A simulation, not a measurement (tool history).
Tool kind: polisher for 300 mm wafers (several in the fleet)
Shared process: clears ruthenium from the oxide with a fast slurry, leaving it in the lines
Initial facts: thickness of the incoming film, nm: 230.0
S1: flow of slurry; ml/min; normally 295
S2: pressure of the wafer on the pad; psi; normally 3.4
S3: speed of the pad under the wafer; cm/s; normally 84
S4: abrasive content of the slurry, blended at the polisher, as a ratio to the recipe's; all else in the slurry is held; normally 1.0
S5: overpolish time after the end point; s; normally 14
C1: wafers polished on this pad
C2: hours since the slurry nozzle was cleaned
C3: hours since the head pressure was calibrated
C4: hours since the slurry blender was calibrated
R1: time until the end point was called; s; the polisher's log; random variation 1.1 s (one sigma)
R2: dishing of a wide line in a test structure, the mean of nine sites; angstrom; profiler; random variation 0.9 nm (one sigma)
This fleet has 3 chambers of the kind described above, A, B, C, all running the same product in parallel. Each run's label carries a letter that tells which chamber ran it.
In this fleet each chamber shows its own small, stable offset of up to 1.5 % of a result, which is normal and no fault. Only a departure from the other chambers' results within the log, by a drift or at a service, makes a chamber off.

run	day	S1	S2	S3	S4	S5	C1	C2	C3	C4	R1	R2
# day 0.058: chamber B: worn pad replaced by a new one
# day 0.204: chamber C: slurry blender recalibrated
1B	0.379	295	3.4	84	1.0	14	98	482.6	254.0	237.1	55.797	427.66
2A	0.662	295	3.4	84	1.0	14	488	541.3	644.3	116.2	56.401	433.42
3C	1.058	295	3.4	84	1.0	14	972	270.3	116.3	20.6	53.087	418.64
# day 1.271: chamber A: worn pad replaced by a new one
4A	1.304	295	3.4	84	1.0	14	11	556.7	659.7	131.6	55.805	428.41
5C	1.808	295	3.4	84	1.0	14	1201	288.3	134.3	38.6	55.518	431.40
6B	2.308	295	3.4	84	1.0	14	687	528.9	300.3	283.4	55.476	422.34
7C	2.621	295	3.4	84	1.0	14	1449	307.8	153.8	58.1	55.599	426.57
# day 2.783: chamber B: worn pad replaced by a new one
# day 2.925: chamber C: worn pad replaced by a new one
8B	3.025	295	3.4	84	1.0	14	74	546.1	317.5	300.6	55.332	427.36
# day 3.479: chamber A: worn pad replaced by a new one
9A	3.488	295	3.4	84	1.0	14	3	609.1	712.1	184.0	55.241	411.95
10A	3.975	295	3.4	84	1.0	14	152	620.8	723.8	195.7	55.521	408.70
11C	4.433	295	3.4	84	1.0	14	460	351.3	197.3	101.6	55.241	434.13
# day 4.700: chamber B: slurry nozzle cleaned
12B	4.717	295	3.4	84	1.0	14	590	0.5	358.1	341.2	54.867	421.81
13C	5.033	295	3.4	84	1.0	14	643	365.7	211.7	116.0	55.177	428.92
14A	5.554	295	3.4	84	1.0	14	633	658.7	761.7	233.6	56.589	433.40
# day 5.654: chamber B: worn pad replaced by a new one
# day 5.992: chamber A: worn pad replaced by a new one
15B	6.042	295	3.4	84	1.0	14	118	32.3	389.9	373.0	55.095	422.56
16C	6.346	295	3.4	84	1.0	14	1044	397.2	243.2	147.5	54.272	421.57
17A	6.750	200	3.4	84	1.0	14	232	687.4	790.4	262.3	58.416	404.93
18B	7.075	200	3.4	84	1.0	14	433	57.1	414.7	397.8	59.411	401.83
# day 7.388: chamber C: worn pad replaced by a new one
19C	7.550	200	3.4	84	1.0	14	49	426.1	272.1	176.4	58.043	421.66
# day 7.812: chamber A: slurry nozzle cleaned
20B	7.988	295	3.4	84	1.0	14	711	79.0	436.6	419.7	56.323	419.92
# day 8.271: chamber A: worn pad replaced by a new one
21A	8.392	295	3.4	84	1.0	14	36	13.9	829.8	301.7	56.436	413.94
# day 8.579: chamber B: worn pad replaced by a new one
# day 8.800: chamber A: slurry blender recalibrated
22A	8.800	295	3.4	84	1.0	14	161	23.7	839.6	0.1	55.491	440.28
23C	9.188	295	3.4	84	1.0	14	549	465.4	311.4	215.7	56.404	418.75
# day 9.342: chamber C: slurry blender recalibrated
24B	9.633	295	3.0	84	0.8	14	322	118.5	476.1	459.2	69.746	349.34
25A	10.021	295	3.0	84	0.8	14	533	53.0	868.9	29.4	69.941	361.42
26B	10.342	295	3.0	84	0.8	14	538	135.5	493.1	476.2	71.340	343.64
27C	10.588	295	3.4	84	1.0	14	976	499.0	345.0	29.9	54.905	423.99
28A	10.908	295	3.4	84	1.0	14	804	74.3	890.2	50.7	55.433	424.64
# day 11.112: chamber A: worn pad replaced by a new one
# day 11.196: chamber B: slurry blender recalibrated
29B	11.204	295	3.4	84	1.0	14	801	156.2	513.8	0.2	54.676	425.99
30C	11.692	245	3.4	72	1.0	14	1313	525.5	371.5	56.4	67.119	367.78
# day 11.846: chamber C: worn pad replaced by a new one
# day 11.904: chamber A: head pressure recalibrated
# day 11.983: chamber C: slurry nozzle cleaned
# day 12.012: chamber B: worn pad replaced by a new one
31A	12.088	245	3.4	72	1.0	14	297	102.6	4.4	79.0	62.628	367.27
32B	12.588	245	3.4	72	1.0	14	175	189.4	547.0	33.4	65.232	373.33
33C	12.908	295	3.4	84	1.0	14	325	22.3	400.7	85.6	56.941	433.47

One chamber off, gauge drift, or nothing amiss beyond the chambers' own small offsets? If it is a chamber, which one, and what is the likeliest cause?

No chamber stands off beyond its own small offset, and the gauge holds steady.
